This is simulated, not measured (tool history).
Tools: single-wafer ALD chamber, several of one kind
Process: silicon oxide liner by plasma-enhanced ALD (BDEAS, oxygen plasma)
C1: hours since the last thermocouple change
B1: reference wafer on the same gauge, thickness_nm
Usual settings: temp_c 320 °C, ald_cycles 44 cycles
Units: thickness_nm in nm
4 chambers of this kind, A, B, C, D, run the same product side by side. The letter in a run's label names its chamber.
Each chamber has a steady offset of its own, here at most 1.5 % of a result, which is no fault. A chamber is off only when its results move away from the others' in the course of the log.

{"run": "1B", "hour": 4.3, "temp_c": 320, "ald_cycles": 44, "C1": 1504.4, "B1": 3.3888, "thickness_nm": 3.9767}
{"run": "2D", "hour": 8.6, "temp_c": 320, "ald_cycles": 44, "C1": 1168.8, "B1": 3.3902, "thickness_nm": 3.9415}
{"run": "3C", "hour": 11.1, "temp_c": 320, "ald_cycles": 44, "C1": 355.3, "B1": 3.3893, "thickness_nm": 3.9317}
{"run": "4A", "hour": 13.5, "temp_c": 320, "ald_cycles": 44, "C1": 933.0, "B1": 3.3909, "thickness_nm": 3.9317}
{"run": "5B", "hour": 18.1, "temp_c": 320, "ald_cycles": 44, "C1": 1518.2, "B1": 3.391, "thickness_nm": 3.9806}
{"run": "6D", "hour": 22.0, "temp_c": 325, "ald_cycles": 51, "C1": 1182.2, "B1": 3.3907, "thickness_nm": 4.5409}
{"run": "7A", "hour": 27.4, "temp_c": 325, "ald_cycles": 51, "C1": 946.9, "B1": 3.3898, "thickness_nm": 4.5377}
{"run": "8C", "hour": 31.7, "temp_c": 325, "ald_cycles": 51, "C1": 375.9, "B1": 3.3896, "thickness_nm": 4.5399}
{"run": "9A", "hour": 35.4, "temp_c": 325, "ald_cycles": 51, "C1": 954.9, "B1": 3.3912, "thickness_nm": 4.5185}
{"run": "10C", "hour": 40.9, "temp_c": 309, "ald_cycles": 44, "C1": 385.1, "B1": 3.3888, "thickness_nm": 4.0001}
{"run": "11B", "hour": 45.6, "temp_c": 309, "ald_cycles": 44, "C1": 1545.7, "B1": 3.3908, "thickness_nm": 4.0264}
{"run": "12D", "hour": 49.0, "temp_c": 309, "ald_cycles": 44, "C1": 1209.2, "B1": 3.3903, "thickness_nm": 4.0272}
{"run": "13A", "hour": 51.5, "temp_c": 309, "ald_cycles": 44, "C1": 971.0, "B1": 3.391, "thickness_nm": 3.985}
{"run": "14D", "hour": 56.2, "temp_c": 320, "ald_cycles": 44, "C1": 1216.4, "B1": 3.3905, "thickness_nm": 3.9462}
{"run": "15C", "hour": 60.4, "temp_c": 333, "ald_cycles": 51, "C1": 404.6, "B1": 3.3903, "thickness_nm": 4.4924}
{"run": "16B", "hour": 64.9, "temp_c": 333, "ald_cycles": 51, "C1": 1565.0, "B1": 3.3903, "thickness_nm": 4.4971}
{"run": "17C", "hour": 67.8, "temp_c": 333, "ald_cycles": 51, "C1": 412.0, "B1": 3.3912, "thickness_nm": 4.4751}
{"run": "18B", "hour": 70.4, "temp_c": 333, "ald_cycles": 51, "C1": 1570.5, "B1": 3.3898, "thickness_nm": 4.5226}
{"run": "19D", "hour": 75.8, "temp_c": 313, "ald_cycles": 37, "C1": 1236.0, "B1": 3.391, "thickness_nm": 3.3367}
{"run": "20A", "hour": 79.2, "temp_c": 313, "ald_cycles": 37, "C1": 998.7, "B1": 3.3916, "thickness_nm": 3.34}
{"run": "21C", "hour": 81.8, "temp_c": 313, "ald_cycles": 37, "C1": 426.0, "B1": 3.3894, "thickness_nm": 3.3576}
{"run": "22D", "hour": 86.3, "temp_c": 313, "ald_cycles": 37, "C1": 1246.5, "B1": 3.3893, "thickness_nm": 3.3484}
{"run": "23B", "hour": 91.1, "temp_c": 320, "ald_cycles": 44, "C1": 1591.2, "B1": 3.3906, "thickness_nm": 3.9552}
{"run": "24A", "hour": 95.1, "temp_c": 320, "ald_cycles": 44, "C1": 1014.6, "B1": 3.389, "thickness_nm": 3.9406}
{"run": "25B", "hour": 99.9, "temp_c": 320, "ald_cycles": 44, "C1": 1600.0, "B1": 3.3893, "thickness_nm": 3.9668}
{"run": "26C", "hour": 104.0, "temp_c": 333, "ald_cycles": 40, "C1": 448.2, "B1": 3.3885, "thickness_nm": 3.502}

What goes on in this fleet: one chamber off, a drifting gauge, or nothing beyond the chambers' own small offsets? Name the chamber and the cause, if any.

No chamber stands off beyond its own small offset, and the gauge holds steady.

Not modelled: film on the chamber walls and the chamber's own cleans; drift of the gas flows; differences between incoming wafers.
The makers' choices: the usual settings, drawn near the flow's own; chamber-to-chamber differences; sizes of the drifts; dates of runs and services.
